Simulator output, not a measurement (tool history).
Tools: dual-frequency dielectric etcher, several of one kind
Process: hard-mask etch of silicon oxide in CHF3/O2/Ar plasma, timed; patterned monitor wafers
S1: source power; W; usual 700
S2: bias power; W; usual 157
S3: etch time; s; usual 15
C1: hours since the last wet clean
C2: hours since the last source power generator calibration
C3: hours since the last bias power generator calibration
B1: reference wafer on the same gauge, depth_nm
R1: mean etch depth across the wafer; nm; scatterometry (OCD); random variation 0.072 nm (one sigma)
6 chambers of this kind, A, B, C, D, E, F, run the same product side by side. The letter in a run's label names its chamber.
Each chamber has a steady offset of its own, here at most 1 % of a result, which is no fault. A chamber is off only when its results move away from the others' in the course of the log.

Run 1D, hour 8.8: usual settings; C1 305.9; C2 3861.6; C3 1920.1; B1 30.107. Result: R1 30.25 nm.
At hour 13.6: chamber F: wet clean of the chamber.
Run 2A, hour 14.3: usual settings; C1 126.3; C2 224.8; C3 1268.2; B1 30.102. Result: R1 30.083 nm.
Run 3B, hour 23.3: usual settings; C1 258; C2 2440.1; C3 2062.7; B1 30.098. Result: R1 30.377 nm.
Run 4C, hour 27.5: usual settings; C1 448.4; C2 2351; C3 385.1; B1 30.115. Result: R1 30.211 nm.
Run 5F, hour 36.2: usual settings but S2 180 W; C1 22.6; C2 2526.1; C3 1586.5; B1 30.095. Result: R1 31.506 nm.
Run 6E, hour 45.6: usual settings but S2 180 W; C1 184.2; C2 4026; C3 3027.2; B1 30.102. Result: R1 31.404 nm.
Run 7D, hour 52.5: usual settings but S2 180 W; C1 349.6; C2 3905.3; C3 1963.8; B1 30.098. Result: R1 31.793 nm.
Run 8C, hour 61.9: usual settings but S2 180 W; C1 482.8; C2 2385.4; C3 419.5; B1 30.107. Result: R1 31.474 nm.
Run 9A, hour 69.2: usual settings but S2 180 W; C1 181.2; C2 279.7; C3 1323.1; B1 30.104. Result: R1 31.446 nm.
Run 10F, hour 78.3: usual settings but S2 180 W; C1 64.7; C2 2568.2; C3 1628.6; B1 30.101. Result: R1 31.47 nm.
Run 11E, hour 88: usual settings; C1 226.6; C2 4068.4; C3 3069.6; B1 30.098. Result: R1 29.977 nm.
Run 12B, hour 97.4: usual settings; C1 332.1; C2 2514.2; C3 2136.8; B1 30.093. Result: R1 30.204 nm.
Run 13C, hour 103.8: usual settings but S1 830 W, S2 182 W; C1 524.7; C2 2427.3; C3 461.4; B1 30.091. Result: R1 33.757 nm.
Run 14A, hour 108.3: usual settings but S1 830 W, S2 182 W; C1 220.3; C2 318.8; C3 1362.2; B1 30.11. Result: R1 33.782 nm.
Run 15E, hour 113.2: usual settings but S1 830 W, S2 182 W; C1 251.8; C2 4093.6; C3 3094.8; B1 30.107. Result: R1 33.762 nm.
At hour 117.4: chamber D: source power generator calibrated.
Run 16B, hour 119.8: usual settings but S1 830 W, S2 182 W; C1 354.5; C2 2536.6; C3 2159.2; B1 30.084. Result: R1 33.913 nm.
Run 17D, hour 125.4: usual settings but S1 830 W, S2 182 W; C1 422.5; C2 8; C3 2036.7; B1 30.098. Result: R1 34 nm.
Run 18F, hour 134.8: usual settings but S1 830 W, S2 182 W; C1 121.2; C2 2624.7; C3 1685.1; B1 30.102. Result: R1 33.653 nm.
Run 19E, hour 140.6: usual settings; C1 279.2; C2 4121; C3 3122.2; B1 30.117. Result: R1 29.921 nm.
Run 20A, hour 147.5: usual settings; C1 259.5; C2 358; C3 1401.4; B1 30.098. Result: R1 30.074 nm.
Run 21D, hour 154.7: usual settings; C1 451.8; C2 37.3; C3 2066; B1 30.119. Result: R1 30.366 nm.
Run 22B, hour 160.7: usual settings; C1 395.4; C2 2577.5; C3 2200.1; B1 30.096. Result: R1 30.241 nm.
At hour 169.5: chamber D: wet clean of the chamber.
Run 23F, hour 170.5: usual settings; C1 156.9; C2 2660.4; C3 1720.8; B1 30.101. Result: R1 30.112 nm.
Run 24C, hour 178.7: usual settings; C1 599.6; C2 2502.2; C3 536.3; B1 30.087. Result: R1 30.086 nm.
At hour 186.2: chamber B: wet clean of the chamber.
Run 25E, hour 186.6: usual settings; C1 325.2; C2 4167; C3 3168.2; B1 30.11. Result: R1 29.842 nm.
At hour 194.7: chamber C: wet clean of the chamber.
Run 26B, hour 194.9: usual settings; C1 8.8; C2 2611.7; C3 2234.3; B1 30.102. Result: R1 30.378 nm.
Run 27A, hour 201.3: usual settings; C1 313.3; C2 411.8; C3 1455.2; B1 30.105. Result: R1 30.099 nm.
Run 28D, hour 206.7: usual settings but S1 540 W; C1 37.3; C2 89.3; C3 2118; B1 30.119. Result: R1 27.343 nm.
Run 29C, hour 212.8: usual settings but S1 540 W; C1 18.2; C2 2536.3; C3 570.4; B1 30.102. Result: R1 27.206 nm.
Run 30F, hour 219.6: usual settings but S1 540 W; C1 206; C2 2709.5; C3 1769.9; B1 30.114. Result: R1 27.365 nm.
Run 31D, hour 229.3: usual settings but S1 540 W; C1 59.9; C2 111.9; C3 2140.6; B1 30.106. Result: R1 27.227 nm.
Run 32E, hour 237: usual settings but S1 540 W; C1 375.6; C2 4217.4; C3 3218.6; B1 30.107. Result: R1 26.724 nm.
Run 33B, hour 244.4: usual settings but S1 540 W; C1 58.3; C2 2661.2; C3 2283.8; B1 30.116. Result: R1 27.462 nm.
Run 34C, hour 251: usual settings; C1 56.4; C2 2574.5; C3 608.6; B1 30.097. Result: R1 30.018 nm.
Run 35F, hour 257.7: usual settings; C1 244.1; C2 2747.6; C3 1808; B1 30.107. Result: R1 30.345 nm.
Run 36A, hour 263.3: usual settings; C1 375.3; C2 473.8; C3 1517.2; B1 30.099. Result: R1 30.27 nm.
Run 37E, hour 270.3: usual settings; C1 408.9; C2 4250.7; C3 3251.9; B1 30.104. Result: R1 29.323 nm.
Run 38F, hour 275.7: usual settings but S2 126 W; C1 262.1; C2 2765.6; C3 1826; B1 30.093. Result: R1 28.128 nm.
At hour 281.6: chamber A: wet clean of the chamber.
Run 39D, hour 284.2: usual settings but S2 126 W; C1 114.8; C2 166.8; C3 2195.5; B1 30.095. Result: R1 28.218 nm.
Run 40C, hour 292.5: usual settings but S2 126 W; C1 97.9; C2 2616; C3 650.1; B1 30.093. Result: R1 27.985 nm.
Run 41A, hour 301.6: usual settings but S2 126 W; C1 20; C2 512.1; C3 1555.5; B1 30.098. Result: R1 28.02 nm.

All 6 chambers run these settings next. Forecast each chamber's results:
Run 42A, hour 308.6: usual settings. Result: R1 ?.
Run 42B, hour 308.6: usual settings. Result: R1 ?.
Run 42C, hour 308.6: usual settings. Result: R1 ?.
Run 42D, hour 308.6: usual settings. Result: R1 ?.
Run 42E, hour 308.6: usual settings. Result: R1 ?.
Run 42F, hour 308.6: usual settings. Result: R1 ?.

run      R1
42A  30.078
42B  30.313
42C  30.137
42D  30.263
42E  29.032
42F  30.074
